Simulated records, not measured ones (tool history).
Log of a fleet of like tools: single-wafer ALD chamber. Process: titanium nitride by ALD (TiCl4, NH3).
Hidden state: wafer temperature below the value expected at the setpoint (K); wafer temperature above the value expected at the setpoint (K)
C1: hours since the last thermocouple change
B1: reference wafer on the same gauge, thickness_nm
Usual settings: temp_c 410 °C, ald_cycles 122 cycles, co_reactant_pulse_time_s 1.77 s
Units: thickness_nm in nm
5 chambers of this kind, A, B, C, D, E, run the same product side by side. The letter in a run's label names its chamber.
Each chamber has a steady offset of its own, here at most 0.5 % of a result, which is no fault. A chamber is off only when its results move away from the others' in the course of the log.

Run 1E, hour 8.5: usual settings; C1 42.0; B1 2.9902. Result: thickness_nm 2.6858 nm.
Run 2B, hour 20.3: usual settings; C1 754.1; B1 2.9880. Result: thickness_nm 2.6846 nm.
Run 3D, hour 27.1: usual settings; C1 1240.6; B1 2.9898. Result: thickness_nm 2.6923 nm.
Run 4A, hour 36.7: usual settings; C1 996.4; B1 2.9890. Result: thickness_nm 2.6935 nm.
Run 5C, hour 48.9: usual settings; C1 956.8; B1 2.9897. Result: thickness_nm 2.6697 nm.
Run 6D, hour 58.6: usual settings; C1 1272.1; B1 2.9907. Result: thickness_nm 2.6964 nm.
Run 7B, hour 70.3: usual settings but temp_c 416 °C, ald_cycles 146 cycles; C1 804.1; B1 2.9888. Result: thickness_nm 3.2234 nm.
Run 8E, hour 81.3: usual settings but temp_c 416 °C, ald_cycles 146 cycles; C1 114.8; B1 2.9891. Result: thickness_nm 3.2208 nm.
Run 9C, hour 94.8: usual settings but temp_c 416 °C, ald_cycles 146 cycles; C1 1002.7; B1 2.9893. Result: thickness_nm 3.2170 nm.
Run 10A, hour 105.2: usual settings but temp_c 416 °C, ald_cycles 146 cycles; C1 1064.9; B1 2.9900. Result: thickness_nm 3.2255 nm.
Run 11B, hour 119.3: usual settings but temp_c 416 °C, ald_cycles 146 cycles; C1 853.1; B1 2.9912. Result: thickness_nm 3.2233 nm.
Run 12E, hour 134.1: usual settings; C1 167.6; B1 2.9887. Result: thickness_nm 2.6877 nm.
Run 13C, hour 149.4: usual settings; C1 1057.3; B1 2.9895. Result: thickness_nm 2.6692 nm.
Run 14D, hour 160.7: usual settings; C1 1374.2; B1 2.9908. Result: thickness_nm 2.6839 nm.
Run 15A, hour 173.4: usual settings; C1 1133.1; B1 2.9905. Result: thickness_nm 2.6980 nm.
Run 16D, hour 187.3: usual settings but temp_c 405 °C, co_reactant_pulse_time_s 2.13 s; C1 1400.8; B1 2.9905. Result: thickness_nm 2.7077 nm.
Run 17C, hour 199.6: usual settings but temp_c 405 °C, co_reactant_pulse_time_s 2.13 s; C1 1107.5; B1 2.9901. Result: thickness_nm 2.6995 nm.
Run 18B, hour 212.3: usual settings but temp_c 405 °C, co_reactant_pulse_time_s 2.13 s; C1 946.1; B1 2.9910. Result: thickness_nm 2.6977 nm.
Run 19E, hour 225.4: usual settings but temp_c 405 °C, co_reactant_pulse_time_s 2.13 s; C1 258.9; B1 2.9912. Result: thickness_nm 2.7005 nm.
Run 20A, hour 240.6: usual settings but temp_c 405 °C, co_reactant_pulse_time_s 2.13 s; C1 1200.3; B1 2.9904. Result: thickness_nm 2.7202 nm.
Run 21C, hour 254.3: usual settings; C1 1162.2; B1 2.9903. Result: thickness_nm 2.6792 nm.
Run 22D, hour 264.1: usual settings; C1 1477.6; B1 2.9897. Result: thickness_nm 2.6833 nm.
Run 23E, hour 279.2: usual settings; C1 312.7; B1 2.9898. Result: thickness_nm 2.6777 nm.
Run 24A, hour 287.7: usual settings; C1 1247.4; B1 2.9896. Result: thickness_nm 2.6953 nm.
Run 25B, hour 299.3: usual settings; C1 1033.1; B1 2.9912. Result: thickness_nm 2.6903 nm.
Run 26D, hour 307.7: usual settings; C1 1521.2; B1 2.9898. Result: thickness_nm 2.6829 nm.
Run 27E, hour 315.4: usual settings; C1 348.9; B1 2.9892. Result: thickness_nm 2.6863 nm.
Run 28B, hour 327.6: usual settings but temp_c 400 °C; C1 1061.4; B1 2.9900. Result: thickness_nm 2.6790 nm.
Run 29C, hour 338.9: usual settings but temp_c 400 °C; C1 1246.8; B1 2.9883. Result: thickness_nm 2.6683 nm.
Run 30A, hour 349.9: usual settings but temp_c 400 °C; C1 1309.6; B1 2.9908. Result: thickness_nm 2.6908 nm.
Run 31C, hour 363.7: usual settings but temp_c 400 °C; C1 1271.6; B1 2.9906. Result: thickness_nm 2.6702 nm.
Run 32A, hour 374.2: usual settings but temp_c 400 °C; C1 1333.9; B1 2.9897. Result: thickness_nm 2.6838 nm.
Run 33D, hour 388.1: usual settings; C1 1601.6; B1 2.9905. Result: thickness_nm 2.6856 nm.
Run 34B, hour 403.2: usual settings but co_reactant_pulse_time_s 1.21 s; C1 1137.0; B1 2.9900. Result: thickness_nm 2.6528 nm.
Run 35E, hour 418.4: usual settings but co_reactant_pulse_time_s 1.21 s; C1 451.9; B1 2.9899. Result: thickness_nm 2.6521 nm.
Run 36C, hour 432.9: usual settings but co_reactant_pulse_time_s 1.21 s; C1 1340.8; B1 2.9917. Result: thickness_nm 2.6421 nm.
Run 37B, hour 443.4: usual settings but co_reactant_pulse_time_s 1.21 s; C1 1177.2; B1 2.9923. Result: thickness_nm 2.6436 nm.
Run 38E, hour 458.0: usual settings but co_reactant_pulse_time_s 1.21 s; C1 491.5; B1 2.9912. Result: thickness_nm 2.6506 nm.
Run 39D, hour 471.0: usual settings; C1 1684.5; B1 2.9905. Result: thickness_nm 2.6912 nm.
Run 40A, hour 484.2: usual settings; C1 1443.9; B1 2.9907. Result: thickness_nm 2.6872 nm.
Run 41E, hour 499.3: usual settings; C1 532.8; B1 2.9875. Result: thickness_nm 2.6946 nm.

All 5 chambers run these settings next. Forecast each chamber's results:
Run 42A, hour 510.6: usual settings but temp_c 421 °C. Result: thickness_nm ?.
Run 42B, hour 510.6: usual settings but temp_c 421 °C. Result: thickness_nm ?.
Run 42C, hour 510.6: usual settings but temp_c 421 °C. Result: thickness_nm ?.
Run 42D, hour 510.6: usual settings but temp_c 421 °C. Result: thickness_nm ?.
Run 42E, hour 510.6: usual settings but temp_c 421 °C. Result: thickness_nm ?.

run  thickness_nm
42A        2.7041
42B        2.7087
42C        2.6914
42D        2.6896
42E        2.6982
